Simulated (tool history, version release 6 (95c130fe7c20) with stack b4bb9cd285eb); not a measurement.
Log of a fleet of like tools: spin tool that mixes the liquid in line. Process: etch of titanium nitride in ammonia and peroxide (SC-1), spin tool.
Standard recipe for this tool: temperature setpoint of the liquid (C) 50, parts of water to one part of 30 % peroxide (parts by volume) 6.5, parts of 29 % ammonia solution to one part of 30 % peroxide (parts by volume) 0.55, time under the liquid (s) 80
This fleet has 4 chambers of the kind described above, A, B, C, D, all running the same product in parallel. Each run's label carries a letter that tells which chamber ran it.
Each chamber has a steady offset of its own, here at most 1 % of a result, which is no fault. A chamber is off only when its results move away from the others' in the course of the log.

| run | hour | temperature setpoint of the liquid (C) | parts of water to one part of 30 % peroxide (parts by volume) | parts of 29 % ammonia solution to one part of 30 % peroxide (parts by volume) | time under the liquid (s) | hours since the thermometer was replaced | hours since the ammonia flow meter was replaced | hours since the heated supply line was repaired | hours since the drum of ammonia solution was connected | read-back film thickness of the titanium nitride reference wafer, read on the same gauge (nm) | thickness taken off the titanium nitride on a monitor wafer (angstrom) |
|---|---|---|---|---|---|---|---|---|---|---|---|
| 1D | 8.5 | 50 | 6.5 | 0.55 | 80 | 1349.1 | 13.8 | 2725 | 18.3 | 50.006 | 87.11 |
| 2A | 15.4 | 50 | 6.5 | 0.55 | 80 | 1587.1 | 423.8 | 564.8 | 842.3 | 50.011 | 86.826 |
|  | 19.9 | chamber A: ammonia flow meter replaced |
| 3B | 20.8 | 50 | 6.5 | 0.55 | 80 | 762.7 | 749.7 | 235.1 | 320.7 | 50 | 88.341 |
| 4C | 28.9 | 50 | 6.5 | 0.55 | 80 | 771 | 67.9 | 617.7 | 841 | 50.011 | 87.97 |
| 5C | 40.3 | 50 | 6.5 | 0.55 | 80 | 782.4 | 79.3 | 629.1 | 852.4 | 49.989 | 88.71 |
| 6A | 47 | 50 | 6.5 | 0.55 | 80 | 1618.7 | 27.1 | 596.4 | 873.9 | 50.007 | 87.311 |
| 7D | 52.4 | 50 | 6.5 | 0.55 | 80 | 1393 | 57.7 | 2768.9 | 62.2 | 50.013 | 88.457 |
|  | 53.5 | chamber C: new drum of ammonia solution connected |
| 8B | 61.4 | 50 | 6.5 | 0.55 | 80 | 803.3 | 790.3 | 275.7 | 361.3 | 49.977 | 87.724 |
| 9B | 68 | 50 | 6.5 | 0.55 | 80 | 809.9 | 796.9 | 282.3 | 367.9 | 50.012 | 89.183 |
| 10C | 73.7 | 50 | 6.5 | 0.55 | 80 | 815.8 | 112.7 | 662.5 | 20.2 | 49.996 | 89.114 |
| 11A | 85.6 | 50 | 6.5 | 0.55 | 80 | 1657.3 | 65.7 | 635 | 912.5 | 49.992 | 86.701 |
| 12D | 91 | 50 | 6.5 | 0.55 | 80 | 1431.6 | 96.3 | 2807.5 | 100.8 | 50.019 | 88.896 |
| 13C | 97 | 50 | 6.5 | 0.55 | 105 | 839.1 | 136 | 685.8 | 43.5 | 50.018 | 115.84 |
| 14D | 102.8 | 50 | 6.5 | 0.55 | 105 | 1443.4 | 108.1 | 2819.3 | 112.6 | 50.014 | 116.69 |
| 15A | 109.2 | 50 | 6.5 | 0.55 | 105 | 1680.9 | 89.3 | 658.6 | 936.1 | 50.002 | 114.66 |
| 16B | 121.5 | 50 | 6.5 | 0.55 | 105 | 863.4 | 850.4 | 335.8 | 421.4 | 49.99 | 116.91 |
| 17A | 131.8 | 50 | 6.5 | 0.55 | 80 | 1703.5 | 111.9 | 681.2 | 958.7 | 50.011 | 87.756 |
| 18D | 138.5 | 50 | 6.5 | 0.55 | 80 | 1479.1 | 143.8 | 2855 | 148.3 | 49.999 | 88.955 |
| 19B | 146.3 | 50 | 6.5 | 0.55 | 80 | 888.2 | 875.2 | 360.6 | 446.2 | 49.99 | 89.938 |
| 20C | 158.8 | 50 | 6.5 | 0.55 | 80 | 900.9 | 197.8 | 747.6 | 105.3 | 50.004 | 87.537 |
|  | 167.1 | chamber A: new drum of ammonia solution connected |
| 21B | 168.8 | 50 | 6.5 | 0.55 | 80 | 910.7 | 897.7 | 383.1 | 468.7 | 49.998 | 86.952 |
| 22D | 181 | 50 | 6.5 | 0.55 | 80 | 1521.6 | 186.3 | 2897.5 | 190.8 | 50.005 | 91.635 |
| 23A | 187.6 | 50 | 6.5 | 0.55 | 80 | 1759.3 | 167.7 | 737 | 20.6 | 50.003 | 88.439 |
| 24C | 198.9 | 50 | 6.5 | 0.55 | 80 | 941 | 237.9 | 787.7 | 145.4 | 50.004 | 88.702 |
| 25A | 210.8 | 50 | 6.5 | 0.55 | 80 | 1782.5 | 190.9 | 760.2 | 43.8 | 50.014 | 88.231 |
| 26C | 223.2 | 50 | 6.5 | 0.55 | 80 | 965.3 | 262.2 | 812 | 169.7 | 50.021 | 86.331 |
| 27D | 232.1 | 50 | 6.5 | 0.55 | 80 | 1572.7 | 237.4 | 2948.6 | 241.9 | 49.985 | 92.627 |
| 28B | 243.8 | 50 | 6.5 | 0.55 | 80 | 985.7 | 972.7 | 458.1 | 543.7 | 50.012 | 88.084 |
| 29B | 250.8 | 50 | 6.5 | 0.55 | 50 | 992.7 | 979.7 | 465.1 | 550.7 | 49.993 | 55.451 |
| 30C | 258.5 | 50 | 6.5 | 0.55 | 50 | 1000.6 | 297.5 | 847.3 | 205 | 50.017 | 55.039 |
| 31A | 269.9 | 50 | 6.5 | 0.55 | 50 | 1841.6 | 250 | 819.3 | 102.9 | 50.002 | 55.108 |
| 32D | 276.5 | 50 | 6.5 | 0.55 | 50 | 1617.1 | 281.8 | 2993 | 286.3 | 49.99 | 59.462 |
| 33D | 284.6 | 50 | 6.5 | 0.55 | 80 | 1625.2 | 289.9 | 3001.1 | 294.4 | 50 | 96.551 |

Predict what each chamber gives when all 4 of them run the settings below next.
| 34A | 293.6 | 50 | 6.5 | 0.35 | 80 |  |  |  |  |  | ? |
| 34B | 293.6 | 50 | 6.5 | 0.35 | 80 |  |  |  |  |  | ? |
| 34C | 293.6 | 50 | 6.5 | 0.35 | 80 |  |  |  |  |  | ? |
| 34D | 293.6 | 50 | 6.5 | 0.35 | 80 |  |  |  |  |  | ? |

| run | thickness taken off the titanium nitride on a monitor wafer (angstrom) |
|---|---|
| 34A | 80.842 |
| 34B | 81.296 |
| 34C | 81.246 |
| 34D | 88.839 |

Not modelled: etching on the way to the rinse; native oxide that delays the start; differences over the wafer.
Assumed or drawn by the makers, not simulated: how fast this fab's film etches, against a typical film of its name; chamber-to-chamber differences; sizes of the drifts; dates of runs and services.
